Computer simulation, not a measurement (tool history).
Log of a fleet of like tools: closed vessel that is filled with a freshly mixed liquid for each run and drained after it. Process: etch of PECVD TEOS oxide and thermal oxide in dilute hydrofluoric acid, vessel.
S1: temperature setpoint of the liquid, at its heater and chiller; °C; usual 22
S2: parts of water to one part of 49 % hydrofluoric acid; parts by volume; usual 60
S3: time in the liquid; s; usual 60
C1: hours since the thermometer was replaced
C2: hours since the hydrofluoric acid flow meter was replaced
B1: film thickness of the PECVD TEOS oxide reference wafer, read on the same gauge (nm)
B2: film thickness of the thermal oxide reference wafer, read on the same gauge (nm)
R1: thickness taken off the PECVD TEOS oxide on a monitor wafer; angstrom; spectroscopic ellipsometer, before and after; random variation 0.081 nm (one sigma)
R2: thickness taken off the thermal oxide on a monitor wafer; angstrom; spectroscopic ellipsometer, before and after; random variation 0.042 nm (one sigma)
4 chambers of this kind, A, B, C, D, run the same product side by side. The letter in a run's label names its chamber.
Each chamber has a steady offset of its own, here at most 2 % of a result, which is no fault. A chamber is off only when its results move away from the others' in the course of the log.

| run | hour | S1 | S2 | S3 | C1 | C2 | B1 | B2 | R1 | R2 |
|---|---|---|---|---|---|---|---|---|---|---|
| 1A | 10.5 | 22 | 60 | 60 | 1108.5 | 318.5 | 100.01 | 40.007 | 225.69 | 47 |
| 2D | 23.6 | 22 | 60 | 60 | 761.6 | 1230.4 | 99.994 | 40.004 | 226.87 | 48.083 |
| 3B | 30.7 | 22 | 60 | 60 | 803.5 | 716.4 | 100.02 | 39.988 | 228.03 | 46.808 |
| 4C | 44.1 | 22 | 60 | 60 | 2765.7 | 1247.9 | 100 | 40.028 | 229.08 | 47.022 |
| 5B | 55.6 | 22 | 60 | 60 | 828.4 | 741.3 | 99.999 | 40 | 227.57 | 46.075 |
|  | 66.8 | chamber B: thermometer replaced |
| 6C | 69.4 | 22 | 60 | 60 | 2791 | 1273.2 | 100.02 | 39.992 | 229.62 | 47.297 |
| 7D | 75.8 | 22 | 60 | 60 | 813.8 | 1282.6 | 100.02 | 40.065 | 229.12 | 47.578 |
| 8A | 85.6 | 22 | 60 | 60 | 1183.6 | 393.6 | 99.966 | 39.998 | 224.01 | 46.897 |
| 9C | 98.7 | 22 | 60 | 60 | 2820.3 | 1302.5 | 100 | 40.013 | 230.05 | 47.104 |
| 10D | 108.1 | 22 | 60 | 60 | 846.1 | 1314.9 | 99.994 | 39.974 | 226.96 | 47.468 |
| 11A | 114.6 | 22 | 60 | 60 | 1212.6 | 422.6 | 99.966 | 40 | 225.63 | 47.423 |
| 12B | 128.6 | 22 | 60 | 60 | 61.9 | 814.3 | 99.991 | 40.015 | 227.51 | 46.626 |
| 13C | 135.2 | 22 | 60 | 60 | 2856.8 | 1339 | 99.972 | 39.964 | 229.55 | 47.415 |
|  | 144.1 | chamber A: thermometer replaced |
| 14B | 149.2 | 22 | 60 | 60 | 82.5 | 834.9 | 100.01 | 39.978 | 228.94 | 46.703 |
| 15D | 155.2 | 22 | 60 | 60 | 893.2 | 1362 | 100.02 | 39.962 | 228.42 | 46.698 |
| 16A | 168 | 22 | 60 | 60 | 24 | 476 | 100.02 | 40.044 | 225.84 | 46.254 |
| 17D | 179.8 | 22 | 75 | 60 | 917.8 | 1386.6 | 100.01 | 39.936 | 178.94 | 37.878 |
| 18C | 193.3 | 22 | 75 | 60 | 2914.9 | 1397.1 | 100 | 39.99 | 181.76 | 36.823 |
| 19B | 207.2 | 22 | 75 | 60 | 140.5 | 892.9 | 99.991 | 39.954 | 180.62 | 36.687 |
| 20A | 217.7 | 22 | 75 | 60 | 73.7 | 525.7 | 100.02 | 40.015 | 177.85 | 36.7 |
|  | 223.4 | chamber C: thermometer replaced |
| 21A | 225.2 | 22 | 60 | 60 | 81.2 | 533.2 | 100.01 | 40.05 | 225.34 | 46.973 |
| 22D | 234.7 | 22 | 60 | 60 | 972.7 | 1441.5 | 99.995 | 40 | 225.41 | 47.587 |
| 23C | 241.7 | 22 | 60 | 60 | 18.4 | 1445.5 | 100.03 | 39.964 | 230.3 | 46.956 |
| 24B | 249.5 | 22 | 60 | 60 | 182.8 | 935.2 | 100.03 | 39.987 | 228.79 | 47.32 |
| 25B | 262 | 22 | 60 | 60 | 195.3 | 947.7 | 99.978 | 40 | 229.79 | 47.422 |
|  | 263.2 | chamber D: thermometer replaced |
| 26A | 272.3 | 22 | 60 | 60 | 128.3 | 580.3 | 99.995 | 40.024 | 224.55 | 45.87 |
| 27C | 281.8 | 22 | 60 | 60 | 58.5 | 1485.6 | 100 | 40.038 | 230.21 | 47.665 |
| 28D | 290 | 22 | 60 | 60 | 26.9 | 1496.8 | 100.03 | 40.035 | 227.24 | 47.206 |
| 29B | 297.9 | 22 | 60 | 60 | 231.2 | 983.6 | 99.989 | 39.997 | 227.64 | 47.135 |
| 30C | 308.7 | 22 | 60 | 60 | 85.4 | 1512.5 | 99.985 | 39.998 | 230.4 | 47.344 |
| 31A | 321.9 | 22 | 60 | 60 | 177.9 | 629.9 | 99.992 | 39.94 | 224.67 | 46.095 |
| 32D | 330.8 | 22 | 30 | 60 | 67.7 | 1537.6 | 99.986 | 40.009 | 467.06 | 95.762 |
| 33B | 338.1 | 22 | 30 | 60 | 271.4 | 1023.8 | 99.964 | 39.961 | 481.47 | 99.149 |
| 34C | 349.6 | 22 | 30 | 60 | 126.3 | 1553.4 | 99.991 | 40.019 | 482.99 | 98.007 |
| 35D | 358.1 | 22 | 30 | 60 | 95 | 1564.9 | 99.994 | 39.99 | 466.85 | 96.673 |
| 36A | 368.2 | 22 | 60 | 70 | 224.2 | 676.2 | 100.01 | 40 | 262.62 | 53.321 |

All 4 chambers run these settings next. Forecast each chamber's results:
| 37A | 378.3 | 22 | 60 | 60 |  |  |  |  | ? | ? |
| 37B | 378.3 | 22 | 60 | 60 |  |  |  |  | ? | ? |
| 37C | 378.3 | 22 | 60 | 60 |  |  |  |  | ? | ? |
| 37D | 378.3 | 22 | 60 | 60 |  |  |  |  | ? | ? |

| run | R1 | R2 |
|---|---|---|
| 37A | 226.11 | 46.63 |
| 37B | 228.72 | 46.651 |
| 37C | 230.25 | 47.276 |
| 37D | 227.26 | 47.32 |
